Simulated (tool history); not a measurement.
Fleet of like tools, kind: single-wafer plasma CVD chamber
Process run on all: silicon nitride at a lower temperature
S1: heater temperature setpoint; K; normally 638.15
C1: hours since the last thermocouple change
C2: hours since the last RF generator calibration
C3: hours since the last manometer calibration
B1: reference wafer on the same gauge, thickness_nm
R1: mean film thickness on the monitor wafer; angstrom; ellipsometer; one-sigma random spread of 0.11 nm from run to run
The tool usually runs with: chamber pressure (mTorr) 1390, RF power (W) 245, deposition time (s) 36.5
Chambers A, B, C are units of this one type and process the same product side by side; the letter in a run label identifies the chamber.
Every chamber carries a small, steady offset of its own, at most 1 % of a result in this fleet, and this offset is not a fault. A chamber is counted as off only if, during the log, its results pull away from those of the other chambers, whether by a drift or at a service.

Run 1B, hour 6.1: usual settings; C1 1267.5; C2 1116.1; C3 1065; B1 34.731. Result: R1 354.68 angstrom.
Run 2C, hour 18.1: usual settings; C1 573.4; C2 699.2; C3 817.5; B1 34.723. Result: R1 354.1 angstrom.
Run 3A, hour 23.6: usual settings; C1 775.2; C2 910.6; C3 735.7; B1 34.706. Result: R1 357.23 angstrom.
Run 4C, hour 35.7: usual settings; C1 591; C2 716.8; C3 835.1; B1 34.715. Result: R1 352.97 angstrom.
Run 5B, hour 41.8: usual settings; C1 1303.2; C2 1151.8; C3 1100.7; B1 34.66. Result: R1 354.15 angstrom.
Run 6A, hour 52: usual settings; C1 803.6; C2 939; C3 764.1; B1 34.71. Result: R1 359.21 angstrom.
Run 7C, hour 63.2: usual settings; C1 618.5; C2 744.3; C3 862.6; B1 34.701. Result: R1 352.18 angstrom.
Run 8B, hour 70.7: usual settings; C1 1332.1; C2 1180.7; C3 1129.6; B1 34.702. Result: R1 355.77 angstrom.
Run 9A, hour 81.5: usual settings but chamber pressure (mTorr) 1160, RF power (W) 290; C1 833.1; C2 968.5; C3 793.6; B1 34.687. Result: R1 381.76 angstrom.
Run 10A, hour 87.4: usual settings but chamber pressure (mTorr) 1160, RF power (W) 290; C1 839; C2 974.4; C3 799.5; B1 34.702. Result: R1 382.03 angstrom.
At hour 91.6: chamber B: capacitance manometer re-zeroed and calibrated.
Run 11C, hour 93.3: usual settings but chamber pressure (mTorr) 1160, RF power (W) 290; C1 648.6; C2 774.4; C3 892.7; B1 34.735. Result: R1 375.82 angstrom.
Run 12B, hour 103.5: usual settings but chamber pressure (mTorr) 1680; C1 1364.9; C2 1213.5; C3 12; B1 34.695. Result: R1 376.25 angstrom.
Run 13C, hour 113.7: usual settings but chamber pressure (mTorr) 1680; C1 669; C2 794.8; C3 913.1; B1 34.73. Result: R1 371.07 angstrom.
Run 14B, hour 125.5: usual settings but chamber pressure (mTorr) 1680; C1 1386.9; C2 1235.5; C3 34; B1 34.701. Result: R1 375.96 angstrom.
Run 15A, hour 133.7: usual settings; C1 885.3; C2 1020.7; C3 845.8; B1 34.712. Result: R1 360.05 angstrom.
Run 16B, hour 143.8: usual settings; C1 1405.2; C2 1253.8; C3 52.3; B1 34.695. Result: R1 355.38 angstrom.
Run 17C, hour 150.3: usual settings; C1 705.6; C2 831.4; C3 949.7; B1 34.708. Result: R1 351.78 angstrom.
At hour 159.5: chamber C: RF generator calibrated.
Run 18A, hour 162.4: usual settings but RF power (W) 275; C1 914; C2 1049.4; C3 874.5; B1 34.696. Result: R1 387.85 angstrom.
Run 19A, hour 170: usual settings but RF power (W) 275; C1 921.6; C2 1057; C3 882.1; B1 34.686. Result: R1 387.86 angstrom.
Run 20B, hour 180.3: usual settings but RF power (W) 275; C1 1441.7; C2 1290.3; C3 88.8; B1 34.71. Result: R1 384.96 angstrom.
Run 21C, hour 190.8: usual settings but chamber pressure (mTorr) 1680; C1 746.1; C2 31.4; C3 990.2; B1 34.708. Result: R1 372.15 angstrom.
Run 22B, hour 196.7: usual settings but chamber pressure (mTorr) 1680; C1 1458.1; C2 1306.7; C3 105.2; B1 34.705. Result: R1 374.8 angstrom.
Run 23C, hour 207: usual settings but chamber pressure (mTorr) 1680; C1 762.3; C2 47.6; C3 1006.4; B1 34.69. Result: R1 370.89 angstrom.
Run 24A, hour 218.4: usual settings; C1 970; C2 1105.4; C3 930.5; B1 34.703. Result: R1 357.14 angstrom.
Run 25B, hour 225.3: usual settings; C1 1486.7; C2 1335.3; C3 133.8; B1 34.7. Result: R1 354.19 angstrom.
Run 26A, hour 236.8: usual settings; C1 988.4; C2 1123.8; C3 948.9; B1 34.662. Result: R1 358.12 angstrom.
Run 27C, hour 245.8: usual settings but S1 632.15 K; C1 801.1; C2 86.4; C3 1045.2; B1 34.68. Result: R1 354.39 angstrom.
Run 28B, hour 258: usual settings but S1 632.15 K; C1 1519.4; C2 1368; C3 166.5; B1 34.711. Result: R1 354.78 angstrom.
Run 29C, hour 265.1: usual settings but S1 632.15 K; C1 820.4; C2 105.7; C3 1064.5; B1 34.738. Result: R1 354.81 angstrom.
Run 30A, hour 276.3: usual settings; C1 1027.9; C2 1163.3; C3 988.4; B1 34.698. Result: R1 359.29 angstrom.
Run 31C, hour 283.7: usual settings; C1 839; C2 124.3; C3 1083.1; B1 34.695. Result: R1 353.54 angstrom.
Run 32B, hour 295.8: usual settings but chamber pressure (mTorr) 1590; C1 1557.2; C2 1405.8; C3 204.3; B1 34.706. Result: R1 367.69 angstrom.
Run 33A, hour 307.4: usual settings but chamber pressure (mTorr) 1590; C1 1059; C2 1194.4; C3 1019.5; B1 34.689. Result: R1 374.23 angstrom.
Run 34C, hour 317: usual settings but chamber pressure (mTorr) 1590; C1 872.3; C2 157.6; C3 1116.4; B1 34.67. Result: R1 367.34 angstrom.
Run 35A, hour 323.7: usual settings; C1 1075.3; C2 1210.7; C3 1035.8; B1 34.708. Result: R1 357.43 angstrom.
Run 36B, hour 336: usual settings; C1 1597.4; C2 1446; C3 244.5; B1 34.719. Result: R1 353.76 angstrom.
Run 37B, hour 345.7: usual settings; C1 1607.1; C2 1455.7; C3 254.2; B1 34.693. Result: R1 355.4 angstrom.
Run 38A, hour 355: usual settings; C1 1106.6; C2 1242; C3 1067.1; B1 34.684. Result: R1 358.28 angstrom.
Run 39C, hour 361.4: usual settings; C1 916.7; C2 202; C3 1160.8; B1 34.712. Result: R1 352.8 angstrom.
Run 40A, hour 372.6: usual settings; C1 1124.2; C2 1259.6; C3 1084.7; B1 34.702. Result: R1 356.38 angstrom.
Run 41B, hour 382: usual settings but chamber pressure (mTorr) 1560, RF power (W) 230; C1 1643.4; C2 1492; C3 290.5; B1 34.685. Result: R1 350.62 angstrom.

Is one chamber out of step, is the gauge drifting, or do the chambers differ by no more than their own small offsets? For an off chamber, give its letter and the likeliest cause.

Nothing is wrong: each chamber keeps only its own small, steady offset and the gauge holds still.
